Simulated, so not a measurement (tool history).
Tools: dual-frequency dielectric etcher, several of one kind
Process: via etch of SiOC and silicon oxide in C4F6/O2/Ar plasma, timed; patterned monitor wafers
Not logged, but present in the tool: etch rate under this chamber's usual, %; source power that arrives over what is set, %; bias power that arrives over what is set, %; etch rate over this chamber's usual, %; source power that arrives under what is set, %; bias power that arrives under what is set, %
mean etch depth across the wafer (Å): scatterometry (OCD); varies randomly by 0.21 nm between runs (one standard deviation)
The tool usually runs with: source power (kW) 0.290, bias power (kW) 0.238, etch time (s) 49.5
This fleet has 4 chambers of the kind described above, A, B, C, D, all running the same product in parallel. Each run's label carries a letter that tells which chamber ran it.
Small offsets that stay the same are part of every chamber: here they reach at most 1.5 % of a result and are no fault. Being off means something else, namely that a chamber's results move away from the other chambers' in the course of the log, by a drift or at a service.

run,hour,source power (kW),bias power (kW),etch time (s),hours since the last wet clean,hours since the last source power generator calibration,hours since the last bias power generator calibration,"read-back reference wafer on the same gauge, depth_nm",mean etch depth across the wafer (Å)
1A,5.2,0.290,0.238,49.5,492.7,513.7,3046.1,50.012,543.43
2B,9.0,0.290,0.238,49.5,300.2,2109.6,716.2,50.014,539.58
3C,14.2,0.290,0.238,49.5,151.5,2232.4,537.7,50.010,539.13
4D,20.8,0.290,0.238,49.5,157.7,838.9,2085.8,49.996,542.56
# hour 26.3: chamber A: bias power generator calibrated
5D,26.6,0.290,0.238,49.5,163.5,844.7,2091.6,50.018,544.03
6A,30.5,0.290,0.238,49.5,518.0,539.0,4.2,50.010,544.80
7B,36.3,0.290,0.238,49.5,327.5,2136.9,743.5,49.979,538.87
8C,41.5,0.290,0.238,49.5,178.8,2259.7,565.0,50.005,534.35
9D,44.9,0.290,0.238,49.5,181.8,863.0,2109.9,50.044,540.91
10A,50.5,0.290,0.238,49.5,538.0,559.0,24.2,49.979,547.49
11B,56.3,0.290,0.238,49.5,347.5,2156.9,763.5,50.008,540.35
# hour 60.7: chamber A: wet clean of the chamber
12C,61.4,0.290,0.238,49.5,198.7,2279.6,584.9,49.997,540.12
13A,68.1,0.290,0.238,49.5,7.4,576.6,41.8,49.998,543.92
14C,74.3,0.290,0.238,49.5,211.6,2292.5,597.8,49.972,536.87
15D,80.6,0.290,0.238,49.5,217.5,898.7,2145.6,50.016,540.45
16B,85.1,0.290,0.238,49.5,376.3,2185.7,792.3,50.022,539.62
17D,91.0,0.290,0.238,49.5,227.9,909.1,2156.0,49.967,545.89
18A,95.5,0.290,0.238,49.5,34.8,604.0,69.2,49.998,547.38
19B,101.7,0.290,0.238,49.5,392.9,2202.3,808.9,49.984,544.45
20C,107.9,0.290,0.238,49.5,245.2,2326.1,631.4,49.964,537.06
21B,112.4,0.290,0.238,49.5,403.6,2213.0,819.6,50.049,539.83
22A,118.3,0.290,0.238,49.5,57.6,626.8,92.0,50.018,545.68
23C,124.7,0.290,0.238,49.5,262.0,2342.9,648.2,49.977,539.03
24D,131.7,0.290,0.238,49.5,268.6,949.8,2196.7,49.944,546.01
25A,136.5,0.290,0.238,49.5,75.8,645.0,110.2,50.030,543.43
26C,142.8,0.290,0.238,49.5,280.1,2361.0,666.3,49.977,533.86
27B,148.1,0.320,0.238,60.0,439.3,2248.7,855.3,50.015,679.82
28D,153.6,0.320,0.238,60.0,290.5,971.7,2218.6,50.021,683.61
29D,158.0,0.320,0.238,60.0,294.9,976.1,2223.0,49.977,683.45
30B,163.2,0.320,0.238,60.0,454.4,2263.8,870.4,49.990,683.58
31C,166.7,0.290,0.238,56.0,304.0,2384.9,690.2,50.000,611.38
32A,174.3,0.290,0.238,56.0,113.6,682.8,148.0,50.046,615.39
33C,181.1,0.290,0.238,56.0,318.4,2399.3,704.6,50.013,606.71
34D,187.0,0.290,0.238,56.0,323.9,1005.1,2252.0,49.971,614.64

One chamber off, gauge drift, or nothing amiss beyond the chambers' own small offsets? If it is a chamber, which one, and what is the likeliest cause?

All chambers stay in line apart from their small fixed offsets, and the gauge does not drift.

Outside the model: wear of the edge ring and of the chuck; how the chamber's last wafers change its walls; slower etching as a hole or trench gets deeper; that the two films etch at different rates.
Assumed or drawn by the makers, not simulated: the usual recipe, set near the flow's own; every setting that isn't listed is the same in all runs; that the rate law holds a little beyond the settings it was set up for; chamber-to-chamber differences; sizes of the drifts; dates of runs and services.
